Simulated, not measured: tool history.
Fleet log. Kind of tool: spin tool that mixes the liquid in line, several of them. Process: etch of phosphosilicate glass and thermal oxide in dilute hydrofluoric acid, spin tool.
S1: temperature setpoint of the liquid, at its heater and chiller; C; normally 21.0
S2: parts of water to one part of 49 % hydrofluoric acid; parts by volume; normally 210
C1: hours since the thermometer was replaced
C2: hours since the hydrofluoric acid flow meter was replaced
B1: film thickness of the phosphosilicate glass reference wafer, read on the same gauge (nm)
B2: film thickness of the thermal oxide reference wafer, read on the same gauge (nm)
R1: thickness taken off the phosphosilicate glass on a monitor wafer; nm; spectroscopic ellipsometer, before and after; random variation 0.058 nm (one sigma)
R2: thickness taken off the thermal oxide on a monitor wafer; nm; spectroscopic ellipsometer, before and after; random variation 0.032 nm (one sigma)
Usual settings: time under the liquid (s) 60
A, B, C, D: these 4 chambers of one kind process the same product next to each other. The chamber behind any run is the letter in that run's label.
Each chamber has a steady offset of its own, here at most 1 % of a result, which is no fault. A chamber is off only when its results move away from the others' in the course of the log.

{"run": "1C", "hour": 5.3, "S1": 21.0, "S2": 210, "time under the liquid (s)": 60, "C1": 989.0, "C2": 326.1, "B1": 50.002, "B2": 109.98, "R1": 13.479, "R2": 1.0796}
{"run": "2D", "hour": 10.1, "S1": 21.0, "S2": 210, "time under the liquid (s)": 60, "C1": 295.5, "C2": 881.9, "B1": 49.983, "B2": 109.99, "R1": 13.66, "R2": 1.0401}
{"run": "3B", "hour": 14.5, "S1": 21.0, "S2": 210, "time under the liquid (s)": 60, "C1": 684.4, "C2": 158.1, "B1": 50.007, "B2": 109.99, "R1": 13.704, "R2": 1.0942}
{"run": "4A", "hour": 18.4, "S1": 21.0, "S2": 210, "time under the liquid (s)": 60, "C1": 566.3, "C2": 918.3, "B1": 50.022, "B2": 110.01, "R1": 13.438, "R2": 1.1312}
{"hour": 21.9, "done": "chamber B: thermometer replaced"}
{"run": "5A", "hour": 24.1, "S1": 21.0, "S2": 210, "time under the liquid (s)": 40, "C1": 572.0, "C2": 924.0, "B1": 50.004, "B2": 110.0, "R1": 9.0538, "R2": 0.73976}
{"run": "6C", "hour": 28.6, "S1": 21.0, "S2": 210, "time under the liquid (s)": 40, "C1": 1012.3, "C2": 349.4, "B1": 50.022, "B2": 110.02, "R1": 9.0591, "R2": 0.68989}
{"run": "7B", "hour": 32.0, "S1": 21.0, "S2": 210, "time under the liquid (s)": 40, "C1": 10.1, "C2": 175.6, "B1": 50.019, "B2": 110.01, "R1": 9.1055, "R2": 0.70943}
{"run": "8D", "hour": 36.8, "S1": 21.0, "S2": 210, "time under the liquid (s)": 40, "C1": 322.2, "C2": 908.6, "B1": 49.98, "B2": 110.0, "R1": 9.0605, "R2": 0.71548}
{"run": "9C", "hour": 42.5, "S1": 21.0, "S2": 210, "time under the liquid (s)": 60, "C1": 1026.2, "C2": 363.3, "B1": 49.995, "B2": 110.0, "R1": 13.519, "R2": 1.0363}
{"run": "10A", "hour": 49.1, "S1": 21.0, "S2": 210, "time under the liquid (s)": 60, "C1": 597.0, "C2": 949.0, "B1": 49.99, "B2": 110.02, "R1": 13.572, "R2": 1.0427}
{"run": "11D", "hour": 53.7, "S1": 21.0, "S2": 210, "time under the liquid (s)": 60, "C1": 339.1, "C2": 925.5, "B1": 49.972, "B2": 110.02, "R1": 13.568, "R2": 1.1029}
{"run": "12B", "hour": 57.1, "S1": 21.0, "S2": 210, "time under the liquid (s)": 60, "C1": 35.2, "C2": 200.7, "B1": 49.969, "B2": 110.0, "R1": 13.637, "R2": 1.016}
{"run": "13B", "hour": 63.5, "S1": 21.0, "S2": 210, "time under the liquid (s)": 60, "C1": 41.6, "C2": 207.1, "B1": 49.995, "B2": 109.98, "R1": 13.661, "R2": 1.1178}
{"run": "14D", "hour": 68.3, "S1": 21.0, "S2": 210, "time under the liquid (s)": 60, "C1": 353.7, "C2": 940.1, "B1": 50.022, "B2": 110.02, "R1": 13.732, "R2": 1.0379}
{"run": "15A", "hour": 75.5, "S1": 21.0, "S2": 150, "time under the liquid (s)": 60, "C1": 623.4, "C2": 975.4, "B1": 50.008, "B2": 110.0, "R1": 20.163, "R2": 1.563}
{"run": "16C", "hour": 82.0, "S1": 21.0, "S2": 150, "time under the liquid (s)": 60, "C1": 1065.7, "C2": 402.8, "B1": 50.009, "B2": 110.01, "R1": 19.849, "R2": 1.5656}
{"run": "17D", "hour": 86.6, "S1": 21.0, "S2": 150, "time under the liquid (s)": 60, "C1": 372.0, "C2": 958.4, "B1": 50.011, "B2": 110.0, "R1": 20.21, "R2": 1.5027}
{"run": "18B", "hour": 92.7, "S1": 21.0, "S2": 150, "time under the liquid (s)": 60, "C1": 70.8, "C2": 236.3, "B1": 50.045, "B2": 110.01, "R1": 20.378, "R2": 1.6244}
{"run": "19C", "hour": 96.9, "S1": 21.0, "S2": 210, "time under the liquid (s)": 60, "C1": 1080.6, "C2": 417.7, "B1": 49.979, "B2": 109.99, "R1": 13.522, "R2": 1.0452}
{"run": "20A", "hour": 103.7, "S1": 24.5, "S2": 210, "time under the liquid (s)": 50, "C1": 651.6, "C2": 1003.6, "B1": 50.034, "B2": 109.99, "R1": 12.848, "R2": 1.0353}
{"run": "21D", "hour": 108.1, "S1": 24.5, "S2": 210, "time under the liquid (s)": 50, "C1": 393.5, "C2": 979.9, "B1": 49.994, "B2": 110.02, "R1": 12.894, "R2": 1.0391}
{"run": "22A", "hour": 114.7, "S1": 24.5, "S2": 210, "time under the liquid (s)": 50, "C1": 662.6, "C2": 1014.6, "B1": 49.991, "B2": 109.99, "R1": 12.848, "R2": 1.0406}
{"run": "23C", "hour": 118.0, "S1": 24.5, "S2": 210, "time under the liquid (s)": 50, "C1": 1101.7, "C2": 438.8, "B1": 50.013, "B2": 109.99, "R1": 12.795, "R2": 1.0086}
{"run": "24B", "hour": 121.9, "S1": 21.0, "S2": 210, "time under the liquid (s)": 60, "C1": 100.0, "C2": 265.5, "B1": 49.989, "B2": 109.99, "R1": 13.59, "R2": 1.0709}
{"run": "25D", "hour": 125.4, "S1": 21.0, "S2": 210, "time under the liquid (s)": 60, "C1": 410.8, "C2": 997.2, "B1": 50.0, "B2": 109.98, "R1": 13.76, "R2": 1.0431}
{"run": "26B", "hour": 130.3, "S1": 21.0, "S2": 210, "time under the liquid (s)": 60, "C1": 108.4, "C2": 273.9, "B1": 50.024, "B2": 109.99, "R1": 13.693, "R2": 1.0638}
{"run": "27A", "hour": 135.8, "S1": 21.0, "S2": 210, "time under the liquid (s)": 60, "C1": 683.7, "C2": 1035.7, "B1": 50.013, "B2": 110.0, "R1": 13.557, "R2": 1.0692}
{"run": "28C", "hour": 143.0, "S1": 21.0, "S2": 210, "time under the liquid (s)": 60, "C1": 1126.7, "C2": 463.8, "B1": 50.025, "B2": 110.0, "R1": 13.464, "R2": 1.0787}
{"run": "29D", "hour": 148.3, "S1": 21.0, "S2": 210, "time under the liquid (s)": 60, "C1": 433.7, "C2": 1020.1, "B1": 50.032, "B2": 109.98, "R1": 13.607, "R2": 1.0013}
{"run": "30B", "hour": 154.6, "S1": 21.0, "S2": 210, "time under the liquid (s)": 60, "C1": 132.7, "C2": 298.2, "B1": 49.992, "B2": 109.99, "R1": 13.73, "R2": 1.0534}
{"run": "31A", "hour": 161.3, "S1": 21.0, "S2": 210, "time under the liquid (s)": 60, "C1": 709.2, "C2": 1061.2, "B1": 49.999, "B2": 109.99, "R1": 13.49, "R2": 1.1264}
{"run": "32C", "hour": 166.5, "S1": 21.0, "S2": 210, "time under the liquid (s)": 60, "C1": 1150.2, "C2": 487.3, "B1": 49.996, "B2": 109.99, "R1": 13.507, "R2": 1.0874}
{"run": "33C", "hour": 170.8, "S1": 23.0, "S2": 155, "time under the liquid (s)": 60, "C1": 1154.5, "C2": 491.6, "B1": 49.985, "B2": 109.99, "R1": 20.923, "R2": 1.6424}
{"run": "34A", "hour": 177.8, "S1": 23.0, "S2": 155, "time under the liquid (s)": 60, "C1": 725.7, "C2": 1077.7, "B1": 50.019, "B2": 109.99, "R1": 20.838, "R2": 1.7659}
{"run": "35B", "hour": 181.0, "S1": 23.0, "S2": 155, "time under the liquid (s)": 60, "C1": 159.1, "C2": 324.6, "B1": 49.981, "B2": 109.99, "R1": 20.835, "R2": 1.628}
{"run": "36D", "hour": 186.4, "S1": 23.0, "S2": 155, "time under the liquid (s)": 60, "C1": 471.8, "C2": 1058.2, "B1": 49.991, "B2": 110.0, "R1": 21.181, "R2": 1.5987}
{"run": "37C", "hour": 191.9, "S1": 21.0, "S2": 210, "time under the liquid (s)": 60, "C1": 1175.6, "C2": 512.7, "B1": 49.953, "B2": 110.0, "R1": 13.551, "R2": 1.0303}
{"run": "38A", "hour": 195.3, "S1": 21.0, "S2": 145, "time under the liquid (s)": 30, "C1": 743.2, "C2": 1095.2, "B1": 49.985, "B2": 110.0, "R1": 10.405, "R2": 0.82613}
{"run": "39B", "hour": 199.7, "S1": 21.0, "S2": 145, "time under the liquid (s)": 30, "C1": 177.8, "C2": 343.3, "B1": 50.024, "B2": 110.0, "R1": 10.587, "R2": 0.78677}
{"run": "40D", "hour": 204.3, "S1": 21.0, "S2": 145, "time under the liquid (s)": 30, "C1": 489.7, "C2": 1076.1, "B1": 49.998, "B2": 109.99, "R1": 10.617, "R2": 0.8578}
{"run": "41B", "hour": 210.5, "S1": 21.0, "S2": 145, "time under the liquid (s)": 30, "C1": 188.6, "C2": 354.1, "B1": 50.046, "B2": 109.99, "R1": 10.494, "R2": 0.81016}
{"run": "42D", "hour": 217.1, "S1": 21.0, "S2": 210, "time under the liquid (s)": 60, "C1": 502.5, "C2": 1088.9, "B1": 50.038, "B2": 109.98, "R1": 13.547, "R2": 1.0546}

The same settings go to every chamber for the next run, one line per chamber below. Forecast the results for each:
{"run": "43A", "hour": 222.3, "S1": 19.5, "S2": 210, "time under the liquid (s)": 60, "R1": "?", "R2": "?"}
{"run": "43B", "hour": 222.3, "S1": 19.5, "S2": 210, "time under the liquid (s)": 60, "R1": "?", "R2": "?"}
{"run": "43C", "hour": 222.3, "S1": 19.5, "S2": 210, "time under the liquid (s)": 60, "R1": "?", "R2": "?"}
{"run": "43D", "hour": 222.3, "S1": 19.5, "S2": 210, "time under the liquid (s)": 60, "R1": "?", "R2": "?"}

run=43A R1=12.7620 R2=1.00060
run=43B R1=13.0160 R2=0.98535
run=43C R1=12.6310 R2=1.00770
run=43D R1=12.8870 R2=0.95709
